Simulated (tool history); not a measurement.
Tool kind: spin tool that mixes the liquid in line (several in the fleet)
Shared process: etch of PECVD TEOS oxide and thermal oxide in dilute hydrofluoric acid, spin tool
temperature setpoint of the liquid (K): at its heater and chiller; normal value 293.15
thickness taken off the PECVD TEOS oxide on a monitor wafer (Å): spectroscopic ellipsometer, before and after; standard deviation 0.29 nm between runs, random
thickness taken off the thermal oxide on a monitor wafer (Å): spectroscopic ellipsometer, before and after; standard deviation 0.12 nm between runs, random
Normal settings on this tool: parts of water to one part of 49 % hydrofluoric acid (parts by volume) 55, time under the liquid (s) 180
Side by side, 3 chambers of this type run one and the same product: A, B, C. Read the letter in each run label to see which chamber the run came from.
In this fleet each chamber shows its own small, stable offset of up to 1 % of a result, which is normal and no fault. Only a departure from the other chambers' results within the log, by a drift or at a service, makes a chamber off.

run,hour,temperature setpoint of the liquid (K),parts of water to one part of 49 % hydrofluoric acid (parts by volume),time under the liquid (s),"read-back film thickness of the PECVD TEOS oxide reference wafer, read on the same gauge (nm)","read-back film thickness of the thermal oxide reference wafer, read on the same gauge (nm)",thickness taken off the PECVD TEOS oxide on a monitor wafer (Å),thickness taken off the thermal oxide on a monitor wafer (Å)
1A,6.6,293.15,55,180,129.99,100.060,306.20,126.440
2B,13.7,293.15,55,180,129.98,100.030,296.85,125.300
3C,24.1,293.15,55,180,130.03,99.994,302.51,128.070
4B,34.1,293.15,55,180,130.04,99.985,302.75,127.230
5A,39.2,293.15,55,180,130.05,99.984,300.18,125.960
6C,48.9,293.15,55,180,129.99,100.020,302.85,126.460
7C,57.1,293.15,55,180,129.99,100.010,303.16,126.140
8A,62.4,293.15,55,180,130.01,100.000,307.45,124.240
9B,68.5,293.15,55,180,129.98,99.982,299.62,126.450
10B,74.7,293.15,55,180,130.00,99.990,303.47,127.200
11C,85.3,293.15,55,180,129.98,100.000,301.55,126.110
12A,92.7,293.15,55,180,130.02,100.040,301.37,126.980
13C,102.3,293.15,55,180,129.99,99.988,297.04,124.000
14A,107.7,293.15,55,280,129.96,99.984,479.65,196.690
15B,118.3,293.15,55,280,130.00,100.020,477.30,196.930
16B,127.8,293.15,55,280,130.02,99.999,477.37,198.880
17C,132.4,296.15,55,220,129.99,100.010,414.58,176.110
18A,139.7,296.15,55,220,129.99,99.992,418.25,175.330
19A,146.1,296.15,55,220,130.02,99.997,416.20,173.810
20B,156.1,293.15,55,180,129.99,100.030,300.87,126.250
# hour 159.5: chamber A: thermometer replaced
21C,165.5,293.15,55,180,129.98,100.010,300.42,124.350
22A,170.1,293.15,55,180,129.98,100.020,304.08,126.890
23B,177.7,293.15,55,180,129.97,100.050,300.61,126.940
24C,184.9,293.15,55,180,129.95,100.010,302.01,126.960
25A,194.2,293.15,55,180,130.02,100.020,296.68,126.640
26B,203.6,293.15,55,180,129.98,100.030,297.39,125.700
27C,211.7,293.15,55,180,130.01,100.010,299.89,125.990
28C,220.8,293.15,55,180,130.02,99.998,297.76,124.780
29A,231.5,293.15,55,180,130.04,99.983,303.76,123.490
30B,239.6,293.15,55,180,129.97,100.030,302.25,129.490

Is one chamber out of step, is the gauge drifting, or do the chambers differ by no more than their own small offsets? For an off chamber, give its letter and the likeliest cause.

No chamber stands off beyond its own small offset, and the gauge holds steady.
